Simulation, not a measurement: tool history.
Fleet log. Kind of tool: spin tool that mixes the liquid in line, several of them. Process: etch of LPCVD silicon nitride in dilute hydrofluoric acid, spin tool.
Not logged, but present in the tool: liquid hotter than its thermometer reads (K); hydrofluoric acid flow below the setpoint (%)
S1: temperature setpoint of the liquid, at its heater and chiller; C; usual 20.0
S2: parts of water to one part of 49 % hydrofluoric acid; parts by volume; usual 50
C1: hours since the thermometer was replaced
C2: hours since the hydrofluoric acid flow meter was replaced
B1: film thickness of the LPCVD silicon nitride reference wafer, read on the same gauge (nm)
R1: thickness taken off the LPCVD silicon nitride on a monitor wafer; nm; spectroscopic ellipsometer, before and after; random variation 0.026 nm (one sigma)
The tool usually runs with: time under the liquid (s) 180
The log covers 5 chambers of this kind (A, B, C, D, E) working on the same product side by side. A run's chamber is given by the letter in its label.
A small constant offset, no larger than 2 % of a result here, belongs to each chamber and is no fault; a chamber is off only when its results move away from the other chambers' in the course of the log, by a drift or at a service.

run 1C day=0.300 | S1=20.0 S2=50 time_under_the_liquid_(s)=180 | C1=564.8 C2=968.3 | B1=39.996 | R1=1.2971
run 2E day=0.617 | S1=20.0 S2=50 time_under_the_liquid_(s)=180 | C1=590.1 C2=938.1 | B1=40.015 | R1=1.2963
run 3D day=0.842 | S1=20.0 S2=50 time_under_the_liquid_(s)=180 | C1=1814.0 C2=1474.4 | B1=39.990 | R1=1.3171
run 4A day=1.133 | S1=20.0 S2=50 time_under_the_liquid_(s)=180 | C1=1030.6 C2=39.0 | B1=39.990 | R1=1.3072
run 5B day=1.354 | S1=20.0 S2=50 time_under_the_liquid_(s)=180 | C1=579.7 C2=1334.4 | B1=39.986 | R1=1.3846
run 6E day=1.575 | S1=20.0 S2=50 time_under_the_liquid_(s)=180 | C1=613.1 C2=961.1 | B1=39.995 | R1=1.3383
run 7D day=1.862 | S1=20.0 S2=50 time_under_the_liquid_(s)=180 | C1=1838.5 C2=1498.9 | B1=39.971 | R1=1.3231
run 8A day=2.150 | S1=20.0 S2=50 time_under_the_liquid_(s)=180 | C1=1055.0 C2=63.4 | B1=40.038 | R1=1.3383
run 9C day=2.388 | S1=20.0 S2=50 time_under_the_liquid_(s)=180 | C1=614.9 C2=1018.4 | B1=40.010 | R1=1.3666
run 10B day=2.792 | S1=20.0 S2=50 time_under_the_liquid_(s)=180 | C1=614.2 C2=1368.9 | B1=40.007 | R1=1.3556
run 11B day=3.188 | S1=20.0 S2=50 time_under_the_liquid_(s)=180 | C1=623.7 C2=1378.4 | B1=40.032 | R1=1.3672
run 12A day=3.596 | S1=20.0 S2=50 time_under_the_liquid_(s)=180 | C1=1089.7 C2=98.1 | B1=40.008 | R1=1.3449
run 13E day=3.792 | S1=20.0 S2=50 time_under_the_liquid_(s)=180 | C1=666.3 C2=1014.3 | B1=40.006 | R1=1.3272
run 14D day=3.988 | S1=20.0 S2=50 time_under_the_liquid_(s)=180 | C1=1889.5 C2=1549.9 | B1=40.018 | R1=1.3439
run 15C day=4.238 | S1=20.0 S2=50 time_under_the_liquid_(s)=180 | C1=659.3 C2=1062.8 | B1=40.016 | R1=1.3630
run 16A day=4.454 | S1=20.0 S2=50 time_under_the_liquid_(s)=180 | C1=1110.3 C2=118.7 | B1=39.987 | R1=1.3317
-- day=4.496 chamber C: thermometer replaced
run 17C day=4.779 | S1=20.0 S2=50 time_under_the_liquid_(s)=180 | C1=6.9 C2=1075.8 | B1=40.024 | R1=1.2867
run 18B day=5.067 | S1=20.0 S2=50 time_under_the_liquid_(s)=180 | C1=668.8 C2=1423.5 | B1=40.002 | R1=1.4085
run 19E day=5.262 | S1=20.0 S2=50 time_under_the_liquid_(s)=180 | C1=701.6 C2=1049.6 | B1=39.978 | R1=1.3256
-- day=5.300 chamber B: hydrofluoric acid flow meter replaced
run 20D day=5.667 | S1=20.0 S2=50 time_under_the_liquid_(s)=180 | C1=1929.8 C2=1590.2 | B1=40.004 | R1=1.3738
run 21C day=6.058 | S1=20.0 S2=50 time_under_the_liquid_(s)=180 | C1=37.6 C2=1106.5 | B1=39.970 | R1=1.3011
run 22D day=6.400 | S1=20.0 S2=50 time_under_the_liquid_(s)=180 | C1=1947.4 C2=1607.8 | B1=40.022 | R1=1.3123
run 23A day=6.733 | S1=20.0 S2=50 time_under_the_liquid_(s)=285 | C1=1165.0 C2=173.4 | B1=39.973 | R1=2.0944
run 24B day=7.117 | S1=20.0 S2=50 time_under_the_liquid_(s)=285 | C1=718.0 C2=43.6 | B1=40.023 | R1=2.2218
run 25E day=7.317 | S1=20.0 S2=50 time_under_the_liquid_(s)=285 | C1=750.9 C2=1098.9 | B1=39.997 | R1=2.0550
run 26A day=7.612 | S1=20.0 S2=50 time_under_the_liquid_(s)=285 | C1=1186.1 C2=194.5 | B1=40.002 | R1=2.1720
run 27D day=7.917 | S1=20.0 S2=50 time_under_the_liquid_(s)=285 | C1=1983.8 C2=1644.2 | B1=40.027 | R1=2.1096
run 28C day=8.183 | S1=20.0 S2=50 time_under_the_liquid_(s)=180 | C1=88.6 C2=1157.5 | B1=39.991 | R1=1.3132
run 29E day=8.446 | S1=20.0 S2=50 time_under_the_liquid_(s)=180 | C1=778.0 C2=1126.0 | B1=40.024 | R1=1.3257
-- day=8.692 chamber A: thermometer replaced
run 30B day=8.754 | S1=20.0 S2=50 time_under_the_liquid_(s)=180 | C1=757.3 C2=82.9 | B1=39.979 | R1=1.3499
run 31E day=9.129 | S1=20.0 S2=50 time_under_the_liquid_(s)=180 | C1=794.4 C2=1142.4 | B1=39.997 | R1=1.3764
run 32B day=9.433 | S1=20.0 S2=50 time_under_the_liquid_(s)=180 | C1=773.6 C2=99.2 | B1=40.002 | R1=1.3417
run 33D day=9.667 | S1=24.5 S2=40 time_under_the_liquid_(s)=180 | C1=2025.8 C2=1686.2 | B1=40.030 | R1=2.3395
run 34A day=10.054 | S1=24.5 S2=40 time_under_the_liquid_(s)=180 | C1=32.7 C2=253.1 | B1=39.976 | R1=2.2226
run 35C day=10.450 | S1=24.5 S2=40 time_under_the_liquid_(s)=180 | C1=143.0 C2=1211.9 | B1=40.020 | R1=2.3241

Has any chamber moved away from the others, gradually or after a service, or does the common gauge drift, or do the chambers differ only by their own small steady offsets? State the chamber and the most likely cause if one applies.

No chamber is off and the gauge is stable; the differences are just each chamber's small, constant offset.
